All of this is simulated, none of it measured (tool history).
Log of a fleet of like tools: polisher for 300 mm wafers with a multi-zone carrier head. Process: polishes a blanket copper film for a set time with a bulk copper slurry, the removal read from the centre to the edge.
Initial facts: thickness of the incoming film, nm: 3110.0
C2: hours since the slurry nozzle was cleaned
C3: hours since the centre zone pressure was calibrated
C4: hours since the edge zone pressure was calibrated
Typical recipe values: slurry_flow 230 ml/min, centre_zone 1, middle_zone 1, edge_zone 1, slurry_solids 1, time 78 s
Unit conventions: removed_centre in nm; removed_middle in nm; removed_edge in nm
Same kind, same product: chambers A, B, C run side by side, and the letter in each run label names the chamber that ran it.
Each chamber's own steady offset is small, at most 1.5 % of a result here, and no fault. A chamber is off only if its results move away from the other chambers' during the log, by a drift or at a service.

Run 1A, hour 7.8: usual settings; wafers polished on this pad 265; C2 266.6; C3 894.3; C4 63. Result: removed_centre 576.7 nm, removed_middle 562.4 nm, removed_edge 572.89 nm.
Run 2B, hour 18.4: usual settings; wafers polished on this pad 1268; C2 422.6; C3 1119.8; C4 40.5. Result: removed_centre 573.86 nm, removed_middle 551.34 nm, removed_edge 571.83 nm.
At hour 21.5: chamber B: worn pad replaced by a new one.
Run 3C, hour 32.2: usual settings; wafers polished on this pad 992; C2 86.4; C3 727.7; C4 289.6. Result: removed_centre 563.19 nm, removed_middle 573.19 nm, removed_edge 579.83 nm.
Run 4C, hour 40.6: usual settings; wafers polished on this pad 1110; C2 94.8; C3 736.1; C4 298. Result: removed_centre 563.82 nm, removed_middle 567.49 nm, removed_edge 586.7 nm.
At hour 49.3: chamber A: worn pad replaced by a new one.
Run 5A, hour 53: usual settings; wafers polished on this pad 52; C2 311.8; C3 939.5; C4 108.2. Result: removed_centre 555.42 nm, removed_middle 559.8 nm, removed_edge 557.25 nm.
Run 6B, hour 65.6: usual settings; wafers polished on this pad 619; C2 469.8; C3 1167; C4 87.7. Result: removed_centre 584.17 nm, removed_middle 563.08 nm, removed_edge 549.16 nm.
Run 7C, hour 78.4: usual settings but slurry_flow 290 ml/min; wafers polished on this pad 1641; C2 132.6; C3 773.9; C4 335.8. Result: removed_centre 576.7 nm, removed_middle 568.63 nm, removed_edge 570.4 nm.
Run 8A, hour 88.8: usual settings but slurry_flow 290 ml/min; wafers polished on this pad 554; C2 347.6; C3 975.3; C4 144. Result: removed_centre 580.03 nm, removed_middle 581.12 nm, removed_edge 566.61 nm.
Run 9B, hour 96: usual settings but slurry_flow 290 ml/min; wafers polished on this pad 1045; C2 500.2; C3 1197.4; C4 118.1. Result: removed_centre 601.54 nm, removed_middle 572.64 nm, removed_edge 573.35 nm.
At hour 101.9: chamber A: worn pad replaced by a new one.
Run 10B, hour 104.7: usual settings; wafers polished on this pad 1168; C2 508.9; C3 1206.1; C4 126.8. Result: removed_centre 573.1 nm, removed_middle 555.19 nm, removed_edge 557.26 nm.
Run 11A, hour 114.9: usual settings; wafers polished on this pad 183; C2 373.7; C3 1001.4; C4 170.1. Result: removed_centre 563.63 nm, removed_middle 565.94 nm, removed_edge 563.7 nm.
At hour 120.1: chamber B: worn pad replaced by a new one.
Run 12C, hour 121.3: usual settings but edge_zone 1.09; wafers polished on this pad 2243; C2 175.5; C3 816.8; C4 378.7. Result: removed_centre 545.11 nm, removed_middle 542.06 nm, removed_edge 585.68 nm.
Run 13B, hour 133: usual settings but edge_zone 1.09; wafers polished on this pad 181; C2 537.2; C3 1234.4; C4 155.1. Result: removed_centre 566.25 nm, removed_middle 563.08 nm, removed_edge 595.58 nm.
Run 14C, hour 145.2: usual settings but edge_zone 1.09; wafers polished on this pad 2578; C2 199.4; C3 840.7; C4 402.6. Result: removed_centre 542.04 nm, removed_middle 537.2 nm, removed_edge 589.4 nm.
Run 15A, hour 151.9: usual settings; wafers polished on this pad 702; C2 410.7; C3 1038.4; C4 207.1. Result: removed_centre 566.8 nm, removed_middle 561.48 nm, removed_edge 572.68 nm.
At hour 153: chamber A: worn pad replaced by a new one.
Run 16A, hour 158.2: usual settings but time 52 s; wafers polished on this pad 74; C2 417; C3 1044.7; C4 213.4. Result: removed_centre 381.61 nm, removed_middle 380.64 nm, removed_edge 378.35 nm.
At hour 161.3: chamber B: slurry nozzle cleaned.
Run 17B, hour 167.1: usual settings but time 52 s; wafers polished on this pad 660; C2 5.9; C3 1268.5; C4 189.2. Result: removed_centre 377.46 nm, removed_middle 372.89 nm, removed_edge 372.38 nm.
Run 18C, hour 174.2: usual settings but time 52 s; wafers polished on this pad 2985; C2 228.4; C3 869.7; C4 431.6. Result: removed_centre 354.05 nm, removed_middle 351.96 nm, removed_edge 360.52 nm.
At hour 184.7: chamber A: centre zone pressure recalibrated.
Run 19C, hour 185.1: usual settings but time 52 s; wafers polished on this pad 3138; C2 239.3; C3 880.6; C4 442.5. Result: removed_centre 358.74 nm, removed_middle 351.62 nm, removed_edge 353.28 nm.
Run 20B, hour 192.1: usual settings but time 52 s; wafers polished on this pad 1011; C2 30.9; C3 1293.5; C4 214.2. Result: removed_centre 383.12 nm, removed_middle 376.74 nm, removed_edge 381.76 nm.
Run 21A, hour 198.5: usual settings but time 52 s; wafers polished on this pad 640; C2 457.3; C3 13.9; C4 253.7. Result: removed_centre 378.17 nm, removed_middle 371.04 nm, removed_edge 366.52 nm.
At hour 203.8: chamber A: worn pad replaced by a new one.
Run 22B, hour 207: usual settings; wafers polished on this pad 1220; C2 45.8; C3 1308.4; C4 229.1. Result: removed_centre 572.33 nm, removed_middle 560.52 nm, removed_edge 568.4 nm.
At hour 210.7: chamber B: worn pad replaced by a new one.
Run 23C, hour 220: usual settings; wafers polished on this pad 3628; C2 274.2; C3 915.5; C4 477.4. Result: removed_centre 509.42 nm, removed_middle 528.68 nm, removed_edge 536.91 nm.
Run 24A, hour 232.9: usual settings; wafers polished on this pad 408; C2 491.7; C3 48.3; C4 288.1. Result: removed_centre 558.97 nm, removed_middle 566.96 nm, removed_edge 558.08 nm.
Run 25C, hour 239.3: usual settings; wafers polished on this pad 3899; C2 293.5; C3 934.8; C4 496.7. Result: removed_centre 520.42 nm, removed_middle 513.28 nm, removed_edge 529.09 nm.
Run 26B, hour 250.9: usual settings; wafers polished on this pad 564; C2 89.7; C3 1352.3; C4 273. Result: removed_centre 570.72 nm, removed_middle 554.24 nm, removed_edge 564.28 nm.

All chambers now run identical settings, listed one chamber a line with results as question marks. What results will each chamber show?
Run 27A, hour 261: usual settings. Result: removed_centre ?, removed_middle ?, removed_edge ?.
Run 27B, hour 261: usual settings. Result: removed_centre ?, removed_middle ?, removed_edge ?.
Run 27C, hour 261: usual settings. Result: removed_centre ?, removed_middle ?, removed_edge ?.

run  removed_centre  removed_middle  removed_edge
27A          565.31          570.91        561.98
27B          566.58          568.49        563.32
27C          521.65          509.46        515.84
